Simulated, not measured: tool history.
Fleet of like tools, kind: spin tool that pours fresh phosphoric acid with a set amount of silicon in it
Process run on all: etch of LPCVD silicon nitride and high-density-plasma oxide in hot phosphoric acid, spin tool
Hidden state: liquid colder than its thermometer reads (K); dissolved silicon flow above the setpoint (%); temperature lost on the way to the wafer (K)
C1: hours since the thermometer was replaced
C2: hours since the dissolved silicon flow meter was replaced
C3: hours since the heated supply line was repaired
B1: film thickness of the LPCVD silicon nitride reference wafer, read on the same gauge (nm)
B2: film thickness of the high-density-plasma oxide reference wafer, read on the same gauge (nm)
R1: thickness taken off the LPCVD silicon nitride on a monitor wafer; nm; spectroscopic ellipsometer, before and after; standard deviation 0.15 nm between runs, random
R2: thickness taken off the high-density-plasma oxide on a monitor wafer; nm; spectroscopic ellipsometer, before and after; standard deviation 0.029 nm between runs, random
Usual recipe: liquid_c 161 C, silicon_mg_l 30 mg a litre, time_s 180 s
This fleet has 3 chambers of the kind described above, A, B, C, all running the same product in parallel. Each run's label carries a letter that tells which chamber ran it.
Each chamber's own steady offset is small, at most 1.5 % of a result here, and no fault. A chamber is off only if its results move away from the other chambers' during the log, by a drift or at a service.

Run 1C, hour 6: usual settings; C1 2052.8; C2 263.9; C3 2339.8; B1 79.99; B2 50.006. Result: R1 17.593 nm, R2 0.21074 nm.
Run 2A, hour 10.9: usual settings; C1 54.6; C2 462; C3 2312.5; B1 79.973; B2 49.989. Result: R1 17.578 nm, R2 0.20718 nm.
Run 3B, hour 17.7: usual settings; C1 1101.4; C2 121.5; C3 1586; B1 79.969; B2 50.003. Result: R1 17.196 nm, R2 0.20689 nm.
Run 4B, hour 23.3: usual settings; C1 1107; C2 127.1; C3 1591.6; B1 79.982; B2 49.999. Result: R1 17.348 nm, R2 0.18604 nm.
Run 5A, hour 28.9: usual settings; C1 72.6; C2 480; C3 2330.5; B1 80.019; B2 49.973. Result: R1 17.513 nm, R2 0.19331 nm.
At hour 29.9: chamber B: thermometer replaced.
At hour 30.2: chamber A: heated supply line repaired.
Run 6C, hour 36.1: usual settings; C1 2082.9; C2 294; C3 2369.9; B1 79.991; B2 50.019. Result: R1 17.487 nm, R2 0.22489 nm.
Run 7C, hour 43.4: usual settings; C1 2090.2; C2 301.3; C3 2377.2; B1 80.009; B2 49.995. Result: R1 17.727 nm, R2 0.17126 nm.
Run 8B, hour 52.7: usual settings; C1 22.8; C2 156.5; C3 1621; B1 79.983; B2 49.997. Result: R1 17.626 nm, R2 0.13957 nm.
Run 9A, hour 57.8: usual settings; C1 101.5; C2 508.9; C3 27.6; B1 79.979; B2 50.018. Result: R1 17.619 nm, R2 0.15907 nm.
Run 10C, hour 68.3: usual settings; C1 2115.1; C2 326.2; C3 2402.1; B1 79.984; B2 50.006. Result: R1 17.475 nm, R2 0.18981 nm.
Run 11A, hour 77.8: usual settings; C1 121.5; C2 528.9; C3 47.6; B1 80.001; B2 50.007. Result: R1 17.552 nm, R2 0.18431 nm.
Run 12B, hour 88: usual settings; C1 58.1; C2 191.8; C3 1656.3; B1 80.008; B2 49.996. Result: R1 17.443 nm, R2 0.19824 nm.
Run 13A, hour 98: usual settings; C1 141.7; C2 549.1; C3 67.8; B1 79.989; B2 50.011. Result: R1 17.839 nm, R2 0.19887 nm.
Run 14B, hour 104.2: usual settings but time_s 140 s; C1 74.3; C2 208; C3 1672.5; B1 80.025; B2 49.996. Result: R1 13.421 nm, R2 0.15219 nm.
Run 15C, hour 114.4: usual settings but time_s 140 s; C1 2161.2; C2 372.3; C3 2448.2; B1 80.009; B2 49.989. Result: R1 13.72 nm, R2 0.12956 nm.
Run 16A, hour 121.4: usual settings but time_s 140 s; C1 165.1; C2 572.5; C3 91.2; B1 80.014; B2 49.989. Result: R1 13.743 nm, R2 0.14856 nm.
Run 17C, hour 126.6: usual settings; C1 2173.4; C2 384.5; C3 2460.4; B1 79.982; B2 49.966. Result: R1 17.676 nm, R2 0.15604 nm.
Run 18B, hour 132.9: usual settings; C1 103; C2 236.7; C3 1701.2; B1 80.041; B2 49.991. Result: R1 16.972 nm, R2 0.22014 nm.
Run 19A, hour 141.5: usual settings but liquid_c 164 C, time_s 270 s; C1 185.2; C2 592.6; C3 111.3; B1 79.989; B2 49.999. Result: R1 29.466 nm, R2 0.3672 nm.
Run 20C, hour 147: usual settings but liquid_c 164 C, time_s 270 s; C1 2193.8; C2 404.9; C3 2480.8; B1 80.018; B2 50. Result: R1 29.333 nm, R2 0.32203 nm.
Run 21B, hour 155.8: usual settings but liquid_c 164 C, time_s 270 s; C1 125.9; C2 259.6; C3 1724.1; B1 80.026; B2 49.993. Result: R1 27.939 nm, R2 0.36472 nm.
Run 22A, hour 163.4: usual settings; C1 207.1; C2 614.5; C3 133.2; B1 79.998; B2 50.007. Result: R1 17.54 nm, R2 0.18712 nm.
Run 23B, hour 172.3: usual settings but silicon_mg_l 41.5 mg a litre; C1 142.4; C2 276.1; C3 1740.6; B1 80.015; B2 50.017. Result: R1 16.636 nm, R2 0.085971 nm.
Run 24C, hour 182.6: usual settings but silicon_mg_l 41.5 mg a litre; C1 2229.4; C2 440.5; C3 2516.4; B1 80.004; B2 50.004. Result: R1 17.652 nm, R2 0.083439 nm.
Run 25B, hour 191.7: usual settings but silicon_mg_l 41.5 mg a litre; C1 161.8; C2 295.5; C3 1760; B1 79.959; B2 50.008. Result: R1 16.743 nm, R2 0.10278 nm.
Run 26C, hour 196.9: usual settings; C1 2243.7; C2 454.8; C3 2530.7; B1 79.973; B2 49.98. Result: R1 17.716 nm, R2 0.18916 nm.
At hour 200.8: chamber C: heated supply line repaired.
Run 27A, hour 202.6: usual settings; C1 246.3; C2 653.7; C3 172.4; B1 80.008; B2 50.008. Result: R1 17.745 nm, R2 0.1617 nm.
Run 28A, hour 212.9: usual settings; C1 256.6; C2 664; C3 182.7; B1 79.987; B2 50.002. Result: R1 17.348 nm, R2 0.1905 nm.
Run 29B, hour 221.2: usual settings; C1 191.3; C2 325; C3 1789.5; B1 80.04; B2 50.001. Result: R1 16.372 nm, R2 0.23206 nm.
Run 30C, hour 228.5: usual settings but liquid_c 163 C, time_s 265 s; C1 2275.3; C2 486.4; C3 27.7; B1 80.018; B2 49.985. Result: R1 27.962 nm, R2 0.25262 nm.

Predict what each chamber gives when all 3 of them run the settings below next.
Run 31A, hour 236.1: usual settings. Result: R1 ?, R2 ?.
Run 31B, hour 236.1: usual settings. Result: R1 ?, R2 ?.
Run 31C, hour 236.1: usual settings. Result: R1 ?, R2 ?.

run      R1       R2
31A  18.024  0.26108
31B  16.276  0.21304
31C  17.851  0.20899
